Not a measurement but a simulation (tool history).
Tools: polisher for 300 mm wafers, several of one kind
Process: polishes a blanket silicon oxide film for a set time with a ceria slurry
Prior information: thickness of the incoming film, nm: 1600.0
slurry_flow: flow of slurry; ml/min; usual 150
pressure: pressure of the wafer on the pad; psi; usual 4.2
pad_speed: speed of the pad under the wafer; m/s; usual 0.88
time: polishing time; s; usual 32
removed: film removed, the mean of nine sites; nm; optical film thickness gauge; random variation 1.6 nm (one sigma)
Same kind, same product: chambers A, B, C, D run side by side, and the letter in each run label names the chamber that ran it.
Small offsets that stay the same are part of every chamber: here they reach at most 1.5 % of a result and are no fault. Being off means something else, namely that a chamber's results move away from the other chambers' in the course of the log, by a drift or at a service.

run   hour  slurry_flow  pressure  pad_speed  time  removed
 1D    6.2          150       4.2       0.88    32   184.34
 2C   10.8          150       4.2       0.88    32   180.10
 3B   15.4          150       4.2       0.88    32   179.84
 4A   18.6          150       4.2       0.88    32   178.53
 5B   22.1          150       4.2       0.88    32   175.63
 6D   25.1          150       4.2       0.88    32   185.76
 7A   28.3          150       4.2       0.88    32   177.84
 8C   33.3          150       4.2       0.88    32   176.66
 9B   37.7          150       4.2       0.88    32   178.02
10D   44.3          170       4.2       0.60    32   125.77
      45.9  -- chamber D: worn pad replaced by a new one
11A   49.0          170       4.2       0.60    32   121.47
12C   52.0          170       4.2       0.60    32   123.70
13B   54.9          170       4.2       0.60    32   122.13
14D   58.9          150       4.2       0.88    32   180.33
15C   63.6          150       4.2       0.88    32   174.01
      68.9  -- chamber B: worn pad replaced by a new one
16A   69.0          150       4.2       0.88    32   174.12
17A   75.6          150       4.2       0.88    32   177.95
18B   78.9          150       4.2       0.88    37   206.34
19C   84.4          150       4.2       0.88    37   199.56
20D   88.3          150       4.2       0.88    37   210.80
21B   94.0          150       4.2       0.88    37   209.75
22C   98.7          150       4.2       0.88    32   170.79
23A  101.6          150       4.2       0.88    32   176.33
     105.3  -- chamber C: worn pad replaced by a new one
24D  106.7          150       4.2       0.88    32   180.71
25D  110.7          150       4.2       0.88    32   179.82
26C  115.3          150       4.2       0.88    32   166.66
27A  119.6          150       4.2       0.88    32   173.83
     119.8  -- chamber A: worn pad replaced by a new one
     119.9  -- chamber B: slurry nozzle cleaned
28B  122.8          150       4.2       0.88    32   179.94
29C  128.3          150       4.2       0.88    32   165.83
     130.1  -- chamber A: head pressure recalibrated
30A  133.3          150       4.2       0.88    32   178.04
31D  139.2          150       4.2       0.88    32   180.53
32B  142.8          150       4.2       0.88    32   177.91
33C  148.2          150       4.2       0.88    32   162.06

One chamber off, gauge drift, or nothing amiss beyond the chambers' own small offsets? If it is a chamber, which one, and what is the likeliest cause?

One chamber, C, drifts off from the rest bit by bit.
Likeliest cause: head's pressure below its setpoint, % = 11.5.
It could be hard to tell apart here from: slurry flow missing at the pad, %.

Chamber C could run next with any of the 4 candidate recipes listed below; each alters the usual settings, and their results appear as question marks. Which one brings its results back in line with what the other chambers deliver on the usual settings?
In-line tolerance around the mean of the other chambers on the usual settings: removed 5.60 nm
34C-1  153.0          150       4.2       0.94    34        ?
34C-2  153.0          150       4.2       0.84    30        ?
34C-3  153.0          150       4.1       0.88    31        ?
34C-4  153.0          150       4.2       0.90    33        ?

The mean the other chambers reach with the usual settings: removed 179.04 nm
  run  removed
34C-1   180.35
34C-2   142.11
34C-3   150.27
34C-4   167.56
It is 34C-1 that realigns the chamber with its peers.
